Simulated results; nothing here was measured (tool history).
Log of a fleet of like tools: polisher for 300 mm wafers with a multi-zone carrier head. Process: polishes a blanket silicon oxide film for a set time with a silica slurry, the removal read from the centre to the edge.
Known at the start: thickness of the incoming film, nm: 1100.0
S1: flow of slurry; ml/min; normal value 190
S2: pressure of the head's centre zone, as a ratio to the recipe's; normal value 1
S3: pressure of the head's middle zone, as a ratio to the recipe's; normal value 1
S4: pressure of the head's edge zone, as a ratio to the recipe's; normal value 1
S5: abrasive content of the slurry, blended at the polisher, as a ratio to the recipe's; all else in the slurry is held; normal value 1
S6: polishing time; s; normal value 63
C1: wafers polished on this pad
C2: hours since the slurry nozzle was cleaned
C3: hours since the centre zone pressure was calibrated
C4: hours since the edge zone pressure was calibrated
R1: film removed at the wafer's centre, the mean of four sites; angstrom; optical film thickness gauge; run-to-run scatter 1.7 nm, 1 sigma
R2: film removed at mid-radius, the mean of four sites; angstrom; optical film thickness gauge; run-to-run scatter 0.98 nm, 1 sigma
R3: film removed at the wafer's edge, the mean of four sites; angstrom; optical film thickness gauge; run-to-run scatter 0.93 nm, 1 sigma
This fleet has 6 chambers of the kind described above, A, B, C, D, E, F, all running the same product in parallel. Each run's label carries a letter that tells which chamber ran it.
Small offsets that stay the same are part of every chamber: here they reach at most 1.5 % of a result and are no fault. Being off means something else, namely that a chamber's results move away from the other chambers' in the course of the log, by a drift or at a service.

run,day,S1,S2,S3,S4,S5,S6,C1,C2,C3,C4,R1,R2,R3
# day 0.096: chamber D: worn pad replaced by a new one
# day 0.154: chamber B: edge zone pressure recalibrated
1C,0.279,190,1,1,1,1,63,637,165.2,49.5,133.5,1432.3,1452.1,1420.4
# day 0.625: chamber D: slurry nozzle cleaned
2F,0.721,190,1,1,1,1,63,250,95.8,137.3,215,1437.7,1461.6,1455.7
3E,1.138,190,1,1,1,1,63,885,184.2,794.4,30.4,1431.4,1454,1453.8
# day 1.354: chamber B: worn pad replaced by a new one
# day 1.446: chamber E: worn pad replaced by a new one
4D,1.504,190,1,1,1,1,63,305,21.1,851,48.6,1457.5,1472.7,1450.2
# day 1.65: chamber A: worn pad replaced by a new one
5A,1.788,190,1,1,1,1,63,30,231,177.9,779.3,1447.7,1450.7,1461.6
# day 2.05: chamber F: worn pad replaced by a new one
6B,2.1,190,1,1,1,1,63,162,305.6,210,46.7,1438.4,1462.9,1433.2
7A,2.379,190,1,1,1,1,63,158,245.2,192.1,793.5,1450,1454.3,1465.3
8E,2.612,190,1,1,1,1,63,253,219.6,829.8,65.8,1464.3,1437.8,1445.9
9F,2.983,215,1,1,1.08,1,63,202,150.1,191.6,269.3,1488.2,1486.1,1538
10C,3.304,215,1,1,1.08,1,63,1292,237.8,122.1,206.1,1464.8,1488.8,1511.4
11D,3.579,215,1,1,1.08,1,63,755,70.9,900.8,98.4,1482.5,1496.8,1522.7
12B,3.875,215,1,1,1.08,1,63,546,348.2,252.6,89.3,1444.5,1485,1538.4
# day 3.896: chamber C: worn pad replaced by a new one
13F,4.192,215,1,1,1.08,1,63,464,179.1,220.6,298.3,1477.7,1475.9,1537.8
14C,4.55,215,1,1,1.08,1,63,142,267.7,152,236,1485.4,1484.3,1518.9
# day 4.679: chamber F: worn pad replaced by a new one
# day 4.833: chamber A: worn pad replaced by a new one
15B,5.038,190,1,1,1,1,63,798,376.1,280.5,117.2,1404.1,1474.7,1451.6
16E,5.471,190,1,1,1,1,63,873,288.2,898.4,134.4,1482.6,1439.8,1444.9
# day 5.821: chamber E: worn pad replaced by a new one
17D,5.883,190,1,1,1,1,63,1255,126.2,956.1,153.7,1448.5,1470.3,1465.9
# day 6.008: chamber D: worn pad replaced by a new one
# day 6.212: chamber C: slurry nozzle cleaned
18A,6.388,190,1,1,1,1,63,337,341.4,288.3,889.7,1457.9,1448.8,1446.1
19E,6.792,190,1,1,1,0.85,83,211,319.9,930.1,166.1,1775.1,1774.4,1767.6
20B,7.162,190,1,1,1,0.85,83,1259,427.1,331.5,168.2,1745.1,1761.8,1764
# day 7.4: chamber F: worn pad replaced by a new one
21D,7.45,190,1,1,1,0.85,83,312,163.8,993.7,191.3,1783.7,1786,1756.8
22A,7.675,190,1,1,1,0.85,83,616,372.3,319.2,920.6,1761.6,1760.1,1758.7
23C,7.988,190,1,1,1,0.85,83,887,42.7,234.5,318.5,1739.5,1767.8,1755.9
24F,8.242,190,1,1,1,0.85,83,182,276.3,317.8,395.5,1803.1,1769.5,1792.7
# day 8.442: chamber B: worn pad replaced by a new one
# day 8.521: chamber A: worn pad replaced by a new one
25C,8.65,190,1,1,1,1,63,1031,58.6,250.4,334.4,1467,1461.1,1444.9
26B,8.892,190,1,1,1,1,63,98,468.6,373,209.7,1393.1,1438.8,1434.9
27D,9.212,190,1,1,1,1,63,694,206.1,1036,233.6,1463.3,1451.8,1459
28E,9.65,190,1,1,1,1,63,830,388.5,998.7,234.7,1453.8,1444.4,1445.6
# day 9.908: chamber E: worn pad replaced by a new one
29F,10.021,190,1,1,1,1,63,568,319,360.5,438.2,1454.5,1442.5,1470.1
# day 10.083: chamber F: worn pad replaced by a new one
# day 10.254: chamber C: worn pad replaced by a new one
30A,10.312,190,1,1,1,1,63,388,435.6,382.5,983.9,1445.8,1440.9,1461.8
# day 10.496: chamber A: slurry nozzle cleaned
31B,10.646,190,1,1,1,1,63,478,510.7,415.1,251.8,1365.1,1403,1404.1
32A,11.029,190,1,1,1,1,63,544,12.9,399.7,1001.1,1440.1,1438.3,1444.5
33F,11.404,190,1,1,1,1,63,287,352.2,393.7,471.4,1477.5,1451.8,1464.5
# day 11.442: chamber D: edge zone pressure recalibrated
34C,11.767,190,1,1,1,1,63,328,133.4,325.2,409.2,1470.3,1454.8,1433.3
35E,12.117,190,1,1,1,1,52,479,447.7,1057.9,293.9,1183.2,1214.3,1184.1
36D,12.417,190,1,1,1,1,52,1389,283,1112.9,23.4,1206.7,1197.9,1201

Read the log: is a single chamber off, either drifting away or since a service, is the gauge that measures every chamber drifting, or is nothing wrong beyond small per-chamber offsets? Name any odd chamber and what most likely caused it.

Chamber B drifts away from the others.
Most likely cause: slurry flow missing at the pad, % = 31.9.

Below are 4 candidate recipes for chamber B's next run, each the usual settings with a change, their results shown as question marks. Which of them brings B's results back in line with what the other chambers give on the usual settings?
In-line tolerance around the mean of the other chambers on the usual settings: R1 58 angstrom; R2 34 angstrom; R3 33 angstrom
37B-1,12.783,190,1.01,1,1,1,64,,,,,?,?,?
37B-2,12.783,195,1.02,1.01,0.99,1,66,,,,,?,?,?
37B-3,12.783,190,0.99,1,1,1,62,,,,,?,?,?
37B-4,12.783,185,0.97,1,1.01,1,60,,,,,?,?,?

Other chambers, usual settings, mean: R1 1448.9 angstrom; R2 1450.5 angstrom; R3 1449.6 angstrom
run,R1,R2,R3
37B-1,1348,1385.1,1395.2
37B-2,1414.6,1449.8,1436.7
37B-3,1277.2,1342,1351.6
37B-4,1200,1291,1309.4
With 37B-2, the chamber falls back in line with the rest.
